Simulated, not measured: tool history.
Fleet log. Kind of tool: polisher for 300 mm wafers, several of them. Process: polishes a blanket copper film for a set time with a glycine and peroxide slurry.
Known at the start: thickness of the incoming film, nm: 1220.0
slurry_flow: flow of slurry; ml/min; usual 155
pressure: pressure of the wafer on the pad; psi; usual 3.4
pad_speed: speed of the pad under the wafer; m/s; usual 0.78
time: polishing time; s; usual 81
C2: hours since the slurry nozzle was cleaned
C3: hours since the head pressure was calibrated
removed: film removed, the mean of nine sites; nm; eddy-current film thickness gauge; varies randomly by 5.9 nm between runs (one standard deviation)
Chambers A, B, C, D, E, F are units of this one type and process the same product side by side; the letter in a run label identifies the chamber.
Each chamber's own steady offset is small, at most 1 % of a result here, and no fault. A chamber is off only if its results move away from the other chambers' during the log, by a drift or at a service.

At hour 10.1: chamber F: worn pad replaced by a new one.
Run 1F, hour 14.0: usual settings; wafers polished on this pad 57; C2 269.4; C3 560.6. Result: removed 454.84 nm.
At hour 16.3: chamber B: worn pad replaced by a new one.
Run 2D, hour 29.2: usual settings; wafers polished on this pad 1279; C2 109.3; C3 1112.7. Result: removed 446.71 nm.
At hour 33.9: chamber D: worn pad replaced by a new one.
At hour 38.8: chamber A: worn pad replaced by a new one.
Run 3C, hour 39.5: usual settings; wafers polished on this pad 1409; C2 275.1; C3 305.4. Result: removed 455.73 nm.
At hour 41.9: chamber C: slurry nozzle cleaned.
Run 4A, hour 53.0: usual settings; wafers polished on this pad 206; C2 557.4; C3 1124.1. Result: removed 443.83 nm.
At hour 57.9: chamber A: slurry nozzle cleaned.
Run 5B, hour 65.1: usual settings; wafers polished on this pad 707; C2 168.8; C3 1558.0. Result: removed 443.62 nm.
Run 6E, hour 75.6: usual settings; wafers polished on this pad 1233; C2 246.5; C3 1137.6. Result: removed 439.49 nm.
At hour 86.5: chamber E: worn pad replaced by a new one.
Run 7E, hour 87.9: usual settings; wafers polished on this pad 20; C2 258.8; C3 1149.9. Result: removed 453.45 nm.
At hour 90.2: chamber D: head pressure recalibrated.
At hour 93.2: chamber B: worn pad replaced by a new one.
Run 8F, hour 100.8: usual settings but slurry_flow 200 ml/min, pad_speed 0.56 m/s; wafers polished on this pad 1313; C2 356.2; C3 647.4. Result: removed 363.79 nm.
At hour 102.6: chamber F: worn pad replaced by a new one.
Run 9A, hour 113.1: usual settings but slurry_flow 200 ml/min, pad_speed 0.56 m/s; wafers polished on this pad 1075; C2 55.3; C3 1184.2. Result: removed 356.70 nm.
Run 10B, hour 121.0: usual settings but slurry_flow 200 ml/min, pad_speed 0.56 m/s; wafers polished on this pad 403; C2 224.7; C3 1613.9. Result: removed 360.02 nm.
At hour 121.3: chamber B: head pressure recalibrated.
At hour 123.8: chamber A: head pressure recalibrated.
At hour 127.6: chamber D: worn pad replaced by a new one.
At hour 129.6: chamber A: worn pad replaced by a new one.
Run 11C, hour 135.5: usual settings but slurry_flow 200 ml/min, pad_speed 0.56 m/s; wafers polished on this pad 2798; C2 93.6; C3 401.4. Result: removed 361.28 nm.
Run 12D, hour 143.2: usual settings but slurry_flow 200 ml/min, pad_speed 0.56 m/s; wafers polished on this pad 226; C2 223.3; C3 53.0. Result: removed 363.16 nm.
Run 13F, hour 154.0: usual settings but slurry_flow 200 ml/min, pad_speed 0.56 m/s; wafers polished on this pad 743; C2 409.4; C3 700.6. Result: removed 358.63 nm.
At hour 160.6: chamber F: head pressure recalibrated.
Run 14C, hour 167.0: usual settings; wafers polished on this pad 3254; C2 125.1; C3 432.9. Result: removed 442.88 nm.
At hour 176.5: chamber F: worn pad replaced by a new one.
Run 15B, hour 181.0: usual settings but pad_speed 0.66 m/s; wafers polished on this pad 1271; C2 284.7; C3 59.7. Result: removed 388.26 nm.
At hour 182.8: chamber E: worn pad replaced by a new one.
At hour 187.7: chamber B: worn pad replaced by a new one.
Run 16D, hour 191.1: usual settings but pad_speed 0.66 m/s; wafers polished on this pad 919; C2 271.2; C3 100.9. Result: removed 396.37 nm.
Run 17A, hour 203.6: usual settings but pad_speed 0.66 m/s; wafers polished on this pad 1070; C2 145.8; C3 79.8. Result: removed 388.05 nm.
Run 18E, hour 214.3: usual settings but pad_speed 0.66 m/s; wafers polished on this pad 456; C2 385.2; C3 1276.3. Result: removed 387.80 nm.
At hour 222.5: chamber D: worn pad replaced by a new one.
Run 19F, hour 223.7: usual settings but pad_speed 0.66 m/s; wafers polished on this pad 684; C2 479.1; C3 63.2. Result: removed 403.84 nm.
At hour 225.0: chamber A: worn pad replaced by a new one.
Run 20E, hour 236.6: usual settings but pad_speed 0.66 m/s; wafers polished on this pad 778; C2 407.5; C3 1298.6. Result: removed 396.24 nm.
Run 21B, hour 243.6: usual settings; wafers polished on this pad 810; C2 347.3; C3 122.3. Result: removed 440.86 nm.
Run 22A, hour 255.4: usual settings; wafers polished on this pad 440; C2 197.6; C3 131.6. Result: removed 439.06 nm.
At hour 262.4: chamber F: worn pad replaced by a new one.
Run 23D, hour 265.0: usual settings; wafers polished on this pad 616; C2 345.1; C3 174.8. Result: removed 449.34 nm.
At hour 267.2: chamber E: worn pad replaced by a new one.
At hour 273.8: chamber B: worn pad replaced by a new one.
Run 24C, hour 277.6: usual settings; wafers polished on this pad 4854; C2 235.7; C3 543.5. Result: removed 428.43 nm.
Run 25F, hour 284.8: usual settings; wafers polished on this pad 324; C2 540.2; C3 124.3. Result: removed 446.62 nm.
At hour 290.6: chamber B: slurry nozzle cleaned.
Run 26B, hour 295.5: usual settings; wafers polished on this pad 314; C2 5.0; C3 174.2. Result: removed 453.54 nm.
At hour 298.2: chamber E: head pressure recalibrated.
Run 27A, hour 304.3: usual settings; wafers polished on this pad 1147; C2 246.5; C3 180.5. Result: removed 448.02 nm.
At hour 304.7: chamber D: worn pad replaced by a new one.
At hour 308.2: chamber A: worn pad replaced by a new one.
Run 28E, hour 317.4: usual settings; wafers polished on this pad 726; C2 488.3; C3 19.2. Result: removed 440.76 nm.
At hour 318.5: chamber C: slurry nozzle cleaned.
Run 29C, hour 326.9: usual settings but pressure 2.5 psi, pad_speed 0.92 m/s; wafers polished on this pad 5567; C2 8.5; C3 592.8. Result: removed 367.93 nm.
Run 30D, hour 337.0: usual settings but pressure 2.5 psi, pad_speed 0.92 m/s; wafers polished on this pad 467; C2 417.1; C3 246.8. Result: removed 402.27 nm.
At hour 344.9: chamber F: slurry nozzle cleaned.
Run 31B, hour 345.8: usual settings but pressure 2.5 psi, pad_speed 0.92 m/s; wafers polished on this pad 1042; C2 55.3; C3 224.5. Result: removed 402.57 nm.
At hour 354.9: chamber F: worn pad replaced by a new one.
At hour 360.5: chamber E: worn pad replaced by a new one.
Run 32D, hour 360.7: usual settings but pressure 2.5 psi, pad_speed 0.92 m/s; wafers polished on this pad 810; C2 440.8; C3 270.5. Result: removed 397.47 nm.
Run 33F, hour 375.7: usual settings but pressure 2.5 psi, pad_speed 0.92 m/s; wafers polished on this pad 302; C2 30.9; C3 215.2. Result: removed 400.93 nm.
Run 34A, hour 385.3: usual settings but pressure 2.5 psi, pad_speed 0.92 m/s; wafers polished on this pad 1115; C2 327.5; C3 261.5. Result: removed 406.21 nm.
At hour 385.5: chamber D: worn pad replaced by a new one.
Run 35C, hour 395.7: usual settings; wafers polished on this pad 6562; C2 77.3; C3 661.6. Result: removed 401.63 nm.
At hour 398.7: chamber A: worn pad replaced by a new one.
Run 36E, hour 404.0: usual settings; wafers polished on this pad 630; C2 574.9; C3 105.8. Result: removed 453.09 nm.
Run 37A, hour 412.4: usual settings; wafers polished on this pad 198; C2 354.6; C3 288.6. Result: removed 440.40 nm.
Run 38D, hour 423.5: usual settings; wafers polished on this pad 550; C2 503.6; C3 333.3. Result: removed 445.08 nm.

For the next run the whole fleet of 6 chambers uses the same settings. Give each chamber's results:
Run 39A, hour 434.7: usual settings. Result: removed ?.
Run 39B, hour 434.7: usual settings. Result: removed ?.
Run 39C, hour 434.7: usual settings. Result: removed ?.
Run 39D, hour 434.7: usual settings. Result: removed ?.
Run 39E, hour 434.7: usual settings. Result: removed ?.
Run 39F, hour 434.7: usual settings. Result: removed ?.

run  removed
39A   451.27
39B   428.20
39C   390.06
39D   444.71
39E   443.12
39F   452.22
